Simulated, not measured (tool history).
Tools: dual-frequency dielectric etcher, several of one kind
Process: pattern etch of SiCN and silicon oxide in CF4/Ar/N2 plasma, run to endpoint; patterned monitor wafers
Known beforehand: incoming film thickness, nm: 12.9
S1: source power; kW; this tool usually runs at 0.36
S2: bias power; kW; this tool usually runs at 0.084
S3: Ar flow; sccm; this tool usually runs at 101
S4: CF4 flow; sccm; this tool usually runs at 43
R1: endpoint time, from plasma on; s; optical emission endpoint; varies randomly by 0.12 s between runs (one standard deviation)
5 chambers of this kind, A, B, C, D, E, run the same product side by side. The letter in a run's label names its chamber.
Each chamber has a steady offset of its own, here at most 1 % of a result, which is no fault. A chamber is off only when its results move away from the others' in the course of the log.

{"run": "1A", "hour": 11.0, "S1": 0.36, "S2": 0.084, "S3": 101, "S4": 43, "R1": 18.402}
{"run": "2D", "hour": 16.1, "S1": 0.36, "S2": 0.084, "S3": 101, "S4": 43, "R1": 18.35}
{"run": "3E", "hour": 23.6, "S1": 0.36, "S2": 0.084, "S3": 101, "S4": 43, "R1": 18.525}
{"run": "4C", "hour": 28.8, "S1": 0.36, "S2": 0.084, "S3": 101, "S4": 43, "R1": 18.537}
{"hour": 35.2, "done": "chamber A: wet clean of the chamber"}
{"run": "5B", "hour": 37.2, "S1": 0.36, "S2": 0.084, "S3": 101, "S4": 43, "R1": 18.695}
{"run": "6E", "hour": 46.3, "S1": 0.36, "S2": 0.084, "S3": 101, "S4": 43, "R1": 18.302}
{"run": "7B", "hour": 53.9, "S1": 0.36, "S2": 0.084, "S3": 101, "S4": 43, "R1": 18.557}
{"run": "8C", "hour": 63.9, "S1": 0.36, "S2": 0.084, "S3": 101, "S4": 43, "R1": 18.451}
{"hour": 69.7, "done": "chamber C: CF4 flow controller replaced"}
{"run": "9D", "hour": 72.1, "S1": 0.36, "S2": 0.084, "S3": 101, "S4": 43, "R1": 18.53}
{"run": "10A", "hour": 81.3, "S1": 0.36, "S2": 0.084, "S3": 101, "S4": 43, "R1": 18.535}
{"run": "11C", "hour": 91.7, "S1": 0.36, "S2": 0.084, "S3": 101, "S4": 52, "R1": 18.125}
{"run": "12B", "hour": 99.5, "S1": 0.36, "S2": 0.084, "S3": 101, "S4": 52, "R1": 18.009}
{"run": "13A", "hour": 109.1, "S1": 0.36, "S2": 0.084, "S3": 101, "S4": 52, "R1": 17.735}
{"run": "14D", "hour": 114.3, "S1": 0.36, "S2": 0.084, "S3": 101, "S4": 52, "R1": 17.839}
{"run": "15E", "hour": 122.7, "S1": 0.36, "S2": 0.084, "S3": 101, "S4": 52, "R1": 18.181}
{"run": "16B", "hour": 127.6, "S1": 0.36, "S2": 0.084, "S3": 101, "S4": 43, "R1": 18.673}
{"run": "17A", "hour": 135.5, "S1": 0.36, "S2": 0.084, "S3": 101, "S4": 43, "R1": 18.585}
{"run": "18D", "hour": 140.4, "S1": 0.36, "S2": 0.084, "S3": 101, "S4": 43, "R1": 18.348}
{"run": "19E", "hour": 151.4, "S1": 0.36, "S2": 0.084, "S3": 101, "S4": 43, "R1": 18.597}
{"hour": 152.1, "done": "chamber D: wet clean of the chamber"}
{"run": "20C", "hour": 159.9, "S1": 0.36, "S2": 0.084, "S3": 101, "S4": 43, "R1": 18.783}
{"run": "21D", "hour": 166.3, "S1": 0.36, "S2": 0.084, "S3": 101, "S4": 43, "R1": 19.554}
{"hour": 172.2, "done": "chamber C: wet clean of the chamber"}
{"run": "22C", "hour": 172.4, "S1": 0.36, "S2": 0.084, "S3": 101, "S4": 43, "R1": 18.532}
{"run": "23A", "hour": 183.1, "S1": 0.36, "S2": 0.084, "S3": 101, "S4": 43, "R1": 18.568}
{"run": "24E", "hour": 188.4, "S1": 0.36, "S2": 0.084, "S3": 101, "S4": 43, "R1": 18.564}
{"run": "25B", "hour": 194.6, "S1": 0.36, "S2": 0.084, "S3": 101, "S4": 43, "R1": 18.678}
{"run": "26E", "hour": 204.2, "S1": 0.36, "S2": 0.084, "S3": 101, "S4": 43, "R1": 18.361}
{"hour": 211.9, "done": "chamber E: source power generator calibrated"}
{"run": "27C", "hour": 214.7, "S1": 0.36, "S2": 0.084, "S3": 101, "S4": 43, "R1": 18.84}
{"run": "28A", "hour": 224.0, "S1": 0.36, "S2": 0.084, "S3": 101, "S4": 43, "R1": 18.546}
{"hour": 225.5, "done": "chamber B: Ar flow controller replaced"}
{"hour": 228.3, "done": "chamber C: source power generator calibrated"}
{"run": "29D", "hour": 230.9, "S1": 0.36, "S2": 0.095, "S3": 101, "S4": 43, "R1": 18.395}
{"run": "30B", "hour": 237.7, "S1": 0.36, "S2": 0.095, "S3": 101, "S4": 43, "R1": 17.73}
{"run": "31E", "hour": 242.7, "S1": 0.36, "S2": 0.095, "S3": 101, "S4": 43, "R1": 17.818}
{"hour": 245.4, "done": "chamber B: wet clean of the chamber"}
{"run": "32D", "hour": 249.9, "S1": 0.36, "S2": 0.095, "S3": 101, "S4": 43, "R1": 18.602}
{"run": "33B", "hour": 256.2, "S1": 0.36, "S2": 0.095, "S3": 101, "S4": 43, "R1": 17.72}
{"run": "34A", "hour": 262.8, "S1": 0.36, "S2": 0.084, "S3": 101, "S4": 43, "R1": 18.427}
{"run": "35C", "hour": 270.4, "S1": 0.36, "S2": 0.084, "S3": 101, "S4": 43, "R1": 18.602}
{"run": "36A", "hour": 280.8, "S1": 0.36, "S2": 0.084, "S3": 101, "S4": 43, "R1": 18.349}
{"run": "37C", "hour": 290.4, "S1": 0.36, "S2": 0.084, "S3": 101, "S4": 43, "R1": 18.721}
{"run": "38B", "hour": 297.1, "S1": 0.36, "S2": 0.084, "S3": 101, "S4": 43, "R1": 18.712}
{"run": "39D", "hour": 306.1, "S1": 0.36, "S2": 0.084, "S3": 78, "S4": 53, "R1": 18.097}
{"run": "40E", "hour": 312.4, "S1": 0.36, "S2": 0.084, "S3": 78, "S4": 53, "R1": 17.313}
{"run": "41A", "hour": 319.3, "S1": 0.36, "S2": 0.084, "S3": 78, "S4": 53, "R1": 17.357}
{"run": "42B", "hour": 327.5, "S1": 0.36, "S2": 0.084, "S3": 78, "S4": 53, "R1": 17.589}
{"run": "43C", "hour": 334.5, "S1": 0.36, "S2": 0.084, "S3": 78, "S4": 53, "R1": 17.29}
{"run": "44E", "hour": 345.6, "S1": 0.36, "S2": 0.084, "S3": 101, "S4": 43, "R1": 18.692}

Next, all 5 chambers run the settings below, one line each with question marks for the results. What does each chamber give?
{"run": "45A", "hour": 353.8, "S1": 0.36, "S2": 0.084, "S3": 86, "S4": 43, "R1": "?"}
{"run": "45B", "hour": 353.8, "S1": 0.36, "S2": 0.084, "S3": 86, "S4": 43, "R1": "?"}
{"run": "45C", "hour": 353.8, "S1": 0.36, "S2": 0.084, "S3": 86, "S4": 43, "R1": "?"}
{"run": "45D", "hour": 353.8, "S1": 0.36, "S2": 0.084, "S3": 86, "S4": 43, "R1": "?"}
{"run": "45E", "hour": 353.8, "S1": 0.36, "S2": 0.084, "S3": 86, "S4": 43, "R1": "?"}

run=45A R1=17.953
run=45B R1=18.229
run=45C R1=18.136
run=45D R1=18.806
run=45E R1=17.989
